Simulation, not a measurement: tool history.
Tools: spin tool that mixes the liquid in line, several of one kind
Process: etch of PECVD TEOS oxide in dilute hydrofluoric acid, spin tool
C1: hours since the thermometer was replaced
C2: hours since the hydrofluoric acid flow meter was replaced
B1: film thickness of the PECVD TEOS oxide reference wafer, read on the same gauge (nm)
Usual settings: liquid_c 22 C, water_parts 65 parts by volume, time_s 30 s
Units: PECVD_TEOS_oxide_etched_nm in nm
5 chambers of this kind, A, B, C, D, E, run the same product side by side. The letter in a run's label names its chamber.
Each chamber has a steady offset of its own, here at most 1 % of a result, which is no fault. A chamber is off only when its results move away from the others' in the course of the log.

run 1D hour=7 | liquid_c=22 water_parts=65 time_s=30 | C1=205.9 C2=727.2 | B1=149.98 | PECVD_TEOS_oxide_etched_nm=9.7912
run 2E hour=14.8 | liquid_c=22 water_parts=65 time_s=30 | C1=941 C2=117.6 | B1=149.98 | PECVD_TEOS_oxide_etched_nm=9.7179
run 3C hour=18.6 | liquid_c=22 water_parts=65 time_s=30 | C1=1386.8 C2=408.8 | B1=150 | PECVD_TEOS_oxide_etched_nm=9.6014
run 4A hour=25.8 | liquid_c=22 water_parts=65 time_s=30 | C1=785.3 C2=752.9 | B1=150 | PECVD_TEOS_oxide_etched_nm=9.5496
run 5B hour=32.9 | liquid_c=22 water_parts=65 time_s=30 | C1=2311.8 C2=104.5 | B1=150.02 | PECVD_TEOS_oxide_etched_nm=9.5555
run 6B hour=36.5 | liquid_c=22 water_parts=65 time_s=30 | C1=2315.4 C2=108.1 | B1=150.04 | PECVD_TEOS_oxide_etched_nm=9.6163
run 7E hour=42.2 | liquid_c=22 water_parts=65 time_s=30 | C1=968.4 C2=145 | B1=150 | PECVD_TEOS_oxide_etched_nm=9.7123
run 8C hour=46.3 | liquid_c=22 water_parts=65 time_s=30 | C1=1414.5 C2=436.5 | B1=150 | PECVD_TEOS_oxide_etched_nm=9.7178
run 9A hour=53 | liquid_c=22 water_parts=65 time_s=30 | C1=812.5 C2=780.1 | B1=150.03 | PECVD_TEOS_oxide_etched_nm=9.75
run 10D hour=58.7 | liquid_c=22 water_parts=65 time_s=30 | C1=257.6 C2=778.9 | B1=149.97 | PECVD_TEOS_oxide_etched_nm=9.7853
run 11D hour=64.8 | liquid_c=22 water_parts=65 time_s=30 | C1=263.7 C2=785 | B1=150.01 | PECVD_TEOS_oxide_etched_nm=9.6708
-- hour=69.4 chamber D: hydrofluoric acid flow meter replaced
run 12A hour=70.8 | liquid_c=22 water_parts=65 time_s=30 | C1=830.3 C2=797.9 | B1=150 | PECVD_TEOS_oxide_etched_nm=9.6041
run 13B hour=77.3 | liquid_c=22 water_parts=65 time_s=30 | C1=2356.2 C2=148.9 | B1=150 | PECVD_TEOS_oxide_etched_nm=9.6213
run 14E hour=83.9 | liquid_c=22 water_parts=65 time_s=30 | C1=1010.1 C2=186.7 | B1=149.99 | PECVD_TEOS_oxide_etched_nm=9.5528
run 15C hour=91.3 | liquid_c=22 water_parts=65 time_s=30 | C1=1459.5 C2=481.5 | B1=150.03 | PECVD_TEOS_oxide_etched_nm=9.8857
run 16B hour=98.9 | liquid_c=22 water_parts=65 time_s=30 | C1=2377.8 C2=170.5 | B1=150 | PECVD_TEOS_oxide_etched_nm=9.5921
run 17C hour=104.7 | liquid_c=22 water_parts=65 time_s=30 | C1=1472.9 C2=494.9 | B1=150.01 | PECVD_TEOS_oxide_etched_nm=10.091
run 18D hour=109.1 | liquid_c=22 water_parts=65 time_s=30 | C1=308 C2=39.7 | B1=150.05 | PECVD_TEOS_oxide_etched_nm=9.608
run 19A hour=116.1 | liquid_c=22 water_parts=65 time_s=30 | C1=875.6 C2=843.2 | B1=150.03 | PECVD_TEOS_oxide_etched_nm=9.7669
run 20E hour=123.8 | liquid_c=22 water_parts=65 time_s=30 | C1=1050 C2=226.6 | B1=149.97 | PECVD_TEOS_oxide_etched_nm=9.7274
-- hour=126 chamber B: thermometer replaced
run 21E hour=131 | liquid_c=22 water_parts=85 time_s=35 | C1=1057.2 C2=233.8 | B1=149.98 | PECVD_TEOS_oxide_etched_nm=8.4467
run 22D hour=136.2 | liquid_c=22 water_parts=85 time_s=35 | C1=335.1 C2=66.8 | B1=150.01 | PECVD_TEOS_oxide_etched_nm=8.3424
run 23B hour=142.6 | liquid_c=22 water_parts=85 time_s=35 | C1=16.7 C2=214.2 | B1=150 | PECVD_TEOS_oxide_etched_nm=8.3793
run 24C hour=148 | liquid_c=22 water_parts=85 time_s=35 | C1=1516.2 C2=538.2 | B1=149.99 | PECVD_TEOS_oxide_etched_nm=9.226
run 25A hour=153.8 | liquid_c=22 water_parts=85 time_s=35 | C1=913.3 C2=880.9 | B1=149.99 | PECVD_TEOS_oxide_etched_nm=8.3781
run 26A hour=160 | liquid_c=18 water_parts=80 time_s=30 | C1=919.5 C2=887.1 | B1=149.99 | PECVD_TEOS_oxide_etched_nm=6.5214
run 27B hour=164.2 | liquid_c=18 water_parts=80 time_s=30 | C1=38.3 C2=235.8 | B1=150.04 | PECVD_TEOS_oxide_etched_nm=6.5931
run 28E hour=168.2 | liquid_c=18 water_parts=80 time_s=30 | C1=1094.4 C2=271 | B1=150 | PECVD_TEOS_oxide_etched_nm=6.6397
run 29D hour=174.5 | liquid_c=18 water_parts=80 time_s=30 | C1=373.4 C2=105.1 | B1=150.02 | PECVD_TEOS_oxide_etched_nm=6.5431
run 30C hour=181.6 | liquid_c=18 water_parts=80 time_s=30 | C1=1549.8 C2=571.8 | B1=150.01 | PECVD_TEOS_oxide_etched_nm=7.234
run 31D hour=187.8 | liquid_c=22 water_parts=65 time_s=30 | C1=386.7 C2=118.4 | B1=149.99 | PECVD_TEOS_oxide_etched_nm=9.697

Next, every chamber runs the same settings. What will each give?
run 32A hour=193.3 | liquid_c=22 water_parts=65 time_s=15 | PECVD_TEOS_oxide_etched_nm=?
run 32B hour=193.3 | liquid_c=22 water_parts=65 time_s=15 | PECVD_TEOS_oxide_etched_nm=?
run 32C hour=193.3 | liquid_c=22 water_parts=65 time_s=15 | PECVD_TEOS_oxide_etched_nm=?
run 32D hour=193.3 | liquid_c=22 water_parts=65 time_s=15 | PECVD_TEOS_oxide_etched_nm=?
run 32E hour=193.3 | liquid_c=22 water_parts=65 time_s=15 | PECVD_TEOS_oxide_etched_nm=?

run=32A PECVD_TEOS_oxide_etched_nm=4.8233
run=32B PECVD_TEOS_oxide_etched_nm=4.7702
run=32C PECVD_TEOS_oxide_etched_nm=5.3501
run=32D PECVD_TEOS_oxide_etched_nm=4.8415
run=32E PECVD_TEOS_oxide_etched_nm=4.8243

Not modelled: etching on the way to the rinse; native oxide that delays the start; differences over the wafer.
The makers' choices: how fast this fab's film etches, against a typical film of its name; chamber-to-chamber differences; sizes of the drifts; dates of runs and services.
